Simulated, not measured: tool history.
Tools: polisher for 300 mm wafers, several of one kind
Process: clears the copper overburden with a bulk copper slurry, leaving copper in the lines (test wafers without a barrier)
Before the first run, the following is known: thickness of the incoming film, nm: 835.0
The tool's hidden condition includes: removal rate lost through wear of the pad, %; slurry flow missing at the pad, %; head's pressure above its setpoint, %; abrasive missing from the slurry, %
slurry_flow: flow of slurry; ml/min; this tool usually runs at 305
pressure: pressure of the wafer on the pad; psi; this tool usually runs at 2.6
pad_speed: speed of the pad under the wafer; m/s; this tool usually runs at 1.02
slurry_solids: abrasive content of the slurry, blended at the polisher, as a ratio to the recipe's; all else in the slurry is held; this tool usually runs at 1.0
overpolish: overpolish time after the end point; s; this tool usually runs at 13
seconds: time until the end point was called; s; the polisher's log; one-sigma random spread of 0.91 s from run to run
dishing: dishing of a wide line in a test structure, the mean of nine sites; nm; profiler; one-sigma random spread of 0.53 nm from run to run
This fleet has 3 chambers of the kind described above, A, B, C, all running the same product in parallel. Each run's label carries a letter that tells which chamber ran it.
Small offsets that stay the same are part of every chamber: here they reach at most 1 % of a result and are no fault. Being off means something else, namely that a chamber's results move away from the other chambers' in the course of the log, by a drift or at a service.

run	day	slurry_flow	pressure	pad_speed	slurry_solids	overpolish	wafers polished on this pad	hours since the slurry nozzle was cleaned	hours since the head pressure was calibrated	hours since the slurry blender was calibrated	seconds	dishing
1A	0.575	305	2.6	1.02	1.0	13	512	540.1	1197.5	189.2	97.647	28.122
2C	1.079	305	2.6	1.02	1.0	13	1229	336.0	1370.8	319.0	95.168	27.367
3B	1.346	305	2.6	1.02	1.0	13	641	71.9	83.6	41.1	96.541	28.399
4B	1.742	305	2.6	1.02	1.0	13	707	81.4	93.1	50.6	95.465	27.576
# day 1.750: chamber C: worn pad replaced by a new one
# day 1.912: chamber A: slurry blender recalibrated
5A	2.062	305	2.6	1.02	1.0	13	760	575.8	1233.2	3.7	95.553	27.003
6C	2.429	305	2.6	1.02	1.0	13	113	368.4	1403.2	351.4	97.958	28.328
7C	2.821	305	3.3	1.02	1.0	8	178	377.8	1412.6	360.8	76.676	26.942
# day 3.150: chamber C: slurry blender recalibrated
8B	3.392	305	3.3	1.02	1.0	8	982	121.0	132.7	90.2	76.447	26.938
# day 3.783: chamber B: worn pad replaced by a new one
9A	3.842	305	3.3	1.02	1.0	8	1056	618.5	1275.9	46.4	77.352	27.654
10A	4.129	305	2.6	0.92	0.9	13	1104	625.4	1282.8	53.3	110.820	26.590
11C	4.646	305	2.6	0.92	0.9	13	482	421.6	1456.4	35.9	110.430	27.782
12B	5.000	305	2.6	0.92	0.9	13	202	159.6	171.3	128.8	108.220	26.764
13C	5.354	305	2.6	1.02	1.0	13	600	438.6	1473.4	52.9	97.029	27.896
14A	5.692	305	2.6	1.02	1.0	13	1364	662.9	1320.3	90.8	94.717	28.280
15B	6.171	340	2.6	0.70	1.0	13	397	187.7	199.4	156.9	136.740	25.892
# day 6.188: chamber A: slurry nozzle cleaned
# day 6.321: chamber B: slurry nozzle cleaned
16C	6.696	340	2.6	0.70	1.0	13	823	470.8	1505.6	85.1	138.550	25.493
# day 7.021: chamber C: slurry nozzle cleaned
17B	7.054	340	2.6	0.70	1.0	13	544	17.6	220.6	178.1	138.490	25.031
# day 7.212: chamber C: head pressure recalibrated
18A	7.350	305	2.6	1.02	1.0	13	1640	28.0	1360.1	130.6	97.735	27.570
19C	7.729	305	2.6	1.02	1.0	13	995	17.1	12.5	109.9	97.393	27.563
20A	8.058	305	2.6	1.02	1.0	13	1758	45.0	1377.1	147.6	97.028	28.373
21B	8.350	305	2.6	1.02	1.0	13	760	48.7	251.7	209.2	96.023	27.703
22C	8.917	305	2.6	1.02	1.0	13	1193	45.6	41.0	138.4	97.007	28.351
# day 8.950: chamber C: worn pad replaced by a new one
# day 9.192: chamber B: worn pad replaced by a new one
23B	9.250	305	2.6	1.02	1.0	13	9	70.3	273.3	230.8	95.570	28.796
24A	9.554	305	2.6	1.02	1.0	13	2007	80.9	1413.0	183.5	98.653	28.682
25A	9.871	305	2.6	1.02	1.0	13	2060	88.5	1420.6	191.1	98.946	27.233
# day 10.129: chamber A: slurry blender recalibrated
26C	10.392	305	2.6	1.02	1.0	13	240	81.0	76.4	173.8	96.568	27.062
27B	10.812	345	2.6	1.02	1.0	13	270	107.8	310.8	268.3	95.049	27.981
28C	11.325	345	2.6	1.02	1.0	13	395	103.4	98.8	196.2	97.762	27.547
29A	11.746	345	2.6	1.02	1.0	13	2372	133.5	1465.6	38.9	99.327	26.949
# day 12.067: chamber B: slurry blender recalibrated
30B	12.158	305	2.6	1.02	1.0	13	494	140.1	343.1	2.2	96.748	27.858
31A	12.512	305	2.6	1.02	1.0	13	2500	151.9	1484.0	57.3	99.738	27.393
32C	12.942	220	2.6	1.02	1.0	13	664	142.2	137.6	235.0	99.986	27.864
33B	13.462	220	2.6	1.02	1.0	13	711	171.4	374.4	33.5	99.060	27.769
34A	13.725	220	2.6	1.02	1.0	13	2702	181.0	1513.1	86.4	105.250	26.892
35C	14.196	305	2.6	1.02	1.0	13	873	172.3	167.7	265.1	96.209	26.877
36B	14.575	305	2.6	1.02	1.0	13	896	198.1	401.1	60.2	95.473	27.475
37A	15.138	305	2.6	1.02	1.0	13	2937	214.9	1547.0	120.3	103.040	27.511
38B	15.467	305	2.6	1.02	1.0	13	1045	219.5	422.5	81.6	93.750	29.452
# day 15.725: chamber B: head pressure recalibrated
# day 15.792: chamber A: head pressure recalibrated
# day 15.812: chamber B: worn pad replaced by a new one
39C	15.875	305	2.6	1.02	1.0	13	1153	212.6	208.0	305.4	95.673	26.814
40A	16.146	305	2.6	1.02	1.0	13	3105	239.1	8.6	144.5	103.670	28.117
# day 16.371: chamber B: slurry nozzle cleaned
41C	16.704	305	2.6	1.02	1.0	13	1291	232.5	227.9	325.3	96.722	27.848
42B	17.017	305	2.6	1.02	1.0	13	201	15.6	31.1	118.8	96.970	27.855

Predict what each chamber gives when all 3 of them run the settings below next.
43A	17.438	305	2.6	0.72	1.0	13					?	?
43B	17.438	305	2.6	0.72	1.0	13					?	?
43C	17.438	305	2.6	0.72	1.0	13					?	?

run	seconds	dishing
43A	146.500	25.518
43B	136.130	25.968
43C	138.000	25.093
